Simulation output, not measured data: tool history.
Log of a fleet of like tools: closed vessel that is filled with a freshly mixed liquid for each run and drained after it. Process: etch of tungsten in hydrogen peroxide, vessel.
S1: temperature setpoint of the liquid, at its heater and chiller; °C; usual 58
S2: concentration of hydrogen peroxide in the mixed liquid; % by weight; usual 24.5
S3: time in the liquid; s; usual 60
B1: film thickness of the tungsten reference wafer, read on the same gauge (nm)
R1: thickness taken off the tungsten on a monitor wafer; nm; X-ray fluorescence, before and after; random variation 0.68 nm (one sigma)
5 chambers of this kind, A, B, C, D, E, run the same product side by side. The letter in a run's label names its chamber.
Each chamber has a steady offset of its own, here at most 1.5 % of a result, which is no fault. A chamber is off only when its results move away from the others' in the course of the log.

run 1A hour=6.5 | S1=58 S2=24.5 S3=60 | B1=49.986 | R1=91.867
run 2D hour=12.4 | S1=58 S2=24.5 S3=60 | B1=49.982 | R1=92.124
run 3B hour=21.5 | S1=58 S2=24.5 S3=60 | B1=50.041 | R1=91.651
-- hour=25.2 chamber C: thermometer replaced
run 4C hour=27.2 | S1=58 S2=24.5 S3=60 | B1=49.96 | R1=91.439
run 5E hour=36.8 | S1=52 S2=24.5 S3=60 | B1=49.972 | R1=64.62
run 6A hour=44.8 | S1=52 S2=24.5 S3=60 | B1=50.03 | R1=64.052
run 7B hour=55.2 | S1=52 S2=24.5 S3=60 | B1=50.007 | R1=64.249
run 8E hour=60.3 | S1=52 S2=24.5 S3=60 | B1=49.974 | R1=64.315
run 9C hour=71.1 | S1=52 S2=24.5 S3=60 | B1=50.001 | R1=64.054
run 10D hour=80.1 | S1=58 S2=24.5 S3=60 | B1=50.043 | R1=91.936
run 11B hour=85.2 | S1=58 S2=24.5 S3=60 | B1=49.99 | R1=92.06
run 12E hour=93.3 | S1=58 S2=24.5 S3=60 | B1=50.037 | R1=91.303
run 13D hour=103.9 | S1=58 S2=24.5 S3=60 | B1=49.967 | R1=90.95
run 14C hour=111 | S1=58 S2=24.5 S3=60 | B1=49.989 | R1=89.662
run 15A hour=121.6 | S1=58 S2=24.5 S3=60 | B1=50.003 | R1=91.651
run 16D hour=132.7 | S1=58 S2=24.5 S3=60 | B1=50.004 | R1=89.987
run 17C hour=139.3 | S1=58 S2=24.5 S3=60 | B1=49.998 | R1=91.02
run 18A hour=150.1 | S1=58 S2=24.5 S3=60 | B1=49.964 | R1=92.115
run 19E hour=160.8 | S1=58 S2=24.5 S3=60 | B1=49.963 | R1=91.039
run 20B hour=166.6 | S1=58 S2=24.5 S3=60 | B1=50.003 | R1=92.028
run 21C hour=173.7 | S1=58 S2=24.5 S3=60 | B1=50.023 | R1=90.98
run 22B hour=184.1 | S1=54 S2=24.5 S3=60 | B1=50.04 | R1=73.895
run 23E hour=192.6 | S1=54 S2=24.5 S3=60 | B1=49.993 | R1=73.156
run 24A hour=200.2 | S1=54 S2=24.5 S3=60 | B1=50.028 | R1=73.237
run 25D hour=207.4 | S1=54 S2=24.5 S3=60 | B1=50.038 | R1=69.846
-- hour=211.7 chamber D: peroxide flow meter replaced
run 26C hour=216.5 | S1=54 S2=24.5 S3=60 | B1=50.048 | R1=72.07
run 27A hour=227.7 | S1=58 S2=24.5 S3=60 | B1=49.997 | R1=90.743
run 28E hour=235.7 | S1=58 S2=24.5 S3=60 | B1=49.965 | R1=91.757
run 29B hour=243 | S1=58 S2=24.5 S3=60 | B1=49.987 | R1=92.788
run 30D hour=249.5 | S1=58 S2=24.5 S3=60 | B1=49.993 | R1=86.315
-- hour=254.6 chamber C: new drum of peroxide connected
run 31C hour=256.6 | S1=58 S2=24.5 S3=60 | B1=49.955 | R1=90.642
run 32A hour=267.5 | S1=66 S2=24.5 S3=60 | B1=50 | R1=146.72
run 33D hour=274.6 | S1=66 S2=24.5 S3=60 | B1=49.983 | R1=134.45
-- hour=278.9 chamber B: peroxide flow meter replaced
run 34E hour=285.1 | S1=66 S2=24.5 S3=60 | B1=50.03 | R1=144.41
run 35B hour=295.4 | S1=66 S2=24.5 S3=60 | B1=50.016 | R1=145.97
run 36A hour=302.1 | S1=66 S2=24.5 S3=60 | B1=50.007 | R1=143.58
run 37C hour=311.5 | S1=58 S2=18 S3=60 | B1=49.973 | R1=78.793
run 38D hour=319.2 | S1=58 S2=18 S3=60 | B1=50.02 | R1=72.059
-- hour=324.9 chamber B: new drum of peroxide connected
run 39B hour=326.9 | S1=58 S2=18 S3=60 | B1=50.032 | R1=78.659
run 40E hour=333.7 | S1=58 S2=18 S3=60 | B1=49.973 | R1=79.069
run 41E hour=340 | S1=58 S2=18 S3=60 | B1=50.003 | R1=78.553

Next, every chamber runs the same settings. What will each give?
run 42A hour=348.3 | S1=62 S2=24.5 S3=60 | R1=?
run 42B hour=348.3 | S1=62 S2=24.5 S3=60 | R1=?
run 42C hour=348.3 | S1=62 S2=24.5 S3=60 | R1=?
run 42D hour=348.3 | S1=62 S2=24.5 S3=60 | R1=?
run 42E hour=348.3 | S1=62 S2=24.5 S3=60 | R1=?

run=42A R1=114.34
run=42B R1=116.85
run=42C R1=114.91
run=42D R1=105.44
run=42E R1=113.98
